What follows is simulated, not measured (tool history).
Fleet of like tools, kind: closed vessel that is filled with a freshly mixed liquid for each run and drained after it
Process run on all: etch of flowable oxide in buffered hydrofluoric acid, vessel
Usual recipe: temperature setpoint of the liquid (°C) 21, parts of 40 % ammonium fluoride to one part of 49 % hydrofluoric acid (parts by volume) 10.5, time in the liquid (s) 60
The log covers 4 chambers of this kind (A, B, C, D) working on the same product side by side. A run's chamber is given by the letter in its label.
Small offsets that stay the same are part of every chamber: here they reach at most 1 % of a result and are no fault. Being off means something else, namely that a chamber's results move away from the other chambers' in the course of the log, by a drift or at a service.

run	hour	temperature setpoint of the liquid (°C)	parts of 40 % ammonium fluoride to one part of 49 % hydrofluoric acid (parts by volume)	time in the liquid (s)	read-back film thickness of the flowable oxide reference wafer, read on the same gauge (nm)	thickness taken off the flowable oxide on a monitor wafer (angstrom)
1A	6.8	21	10.5	60	150.01	1458.7
2D	10.6	21	10.5	60	149.99	1454
3B	18	21	10.5	60	150	1460.9
4C	21.9	21	10.5	60	150.01	1444.8
5B	28.5	21	10.5	60	150.01	1466.6
6D	32.8	23	10.5	60	149.98	1635.3
7C	36.4	23	10.5	60	149.97	1637.7
8A	41.9	23	10.5	60	150.01	1633.3
9C	46.5	23	10.5	60	150.01	1637
10A	54.1	21	10.5	60	150.01	1473.3
11B	57.9	21	10.5	60	150	1466.1
12D	65	21	10.5	60	149.98	1437.8
13D	68.8	21	10.5	60	150.02	1439
14C	76.7	21	10.5	60	150	1463.4
15A	80.6	21	10.5	60	149.99	1456.9
16B	86.4	21	10.5	60	150.03	1457
17C	94.5	21	10.5	60	150.01	1458.5
18A	99	21	10.5	60	150.03	1455.2
19D	104.7	21	10.5	60	150	1444.8
20B	111.9	21	10.5	40	149.96	978.86
21D	116.3	21	10.5	40	150	973.18
22C	124.1	21	10.5	40	150	966.56
23A	128.3	21	10.5	40	149.97	965.47
24B	132.9	23.5	13	60	149.98	1376
25D	140.3	23.5	13	60	149.99	1359.8
26C	147.4	23.5	13	60	149.96	1385.4
27B	153.6	23.5	13	60	149.97	1393.3
28A	160.6	21	10.5	60	149.98	1435.7
29A	168.1	21	10.5	60	150.01	1424
30C	173.9	21	10.5	60	150.02	1440.8
31B	180.5	21	10.5	60	149.98	1481.9
32D	188.5	25	10.5	60	150.02	1817.9
33A	193.4	25	10.5	60	150.01	1769.6
34D	200.5	25	10.5	60	149.99	1812.8

Predict what each chamber gives when all 4 of them run the settings below next.
35A	206.4	21	10.5	70		?
35B	206.4	21	10.5	70		?
35C	206.4	21	10.5	70		?
35D	206.4	21	10.5	70		?

run	thickness taken off the flowable oxide on a monitor wafer (angstrom)
35A	1693.2
35B	1725.4
35C	1711.8
35D	1703.9
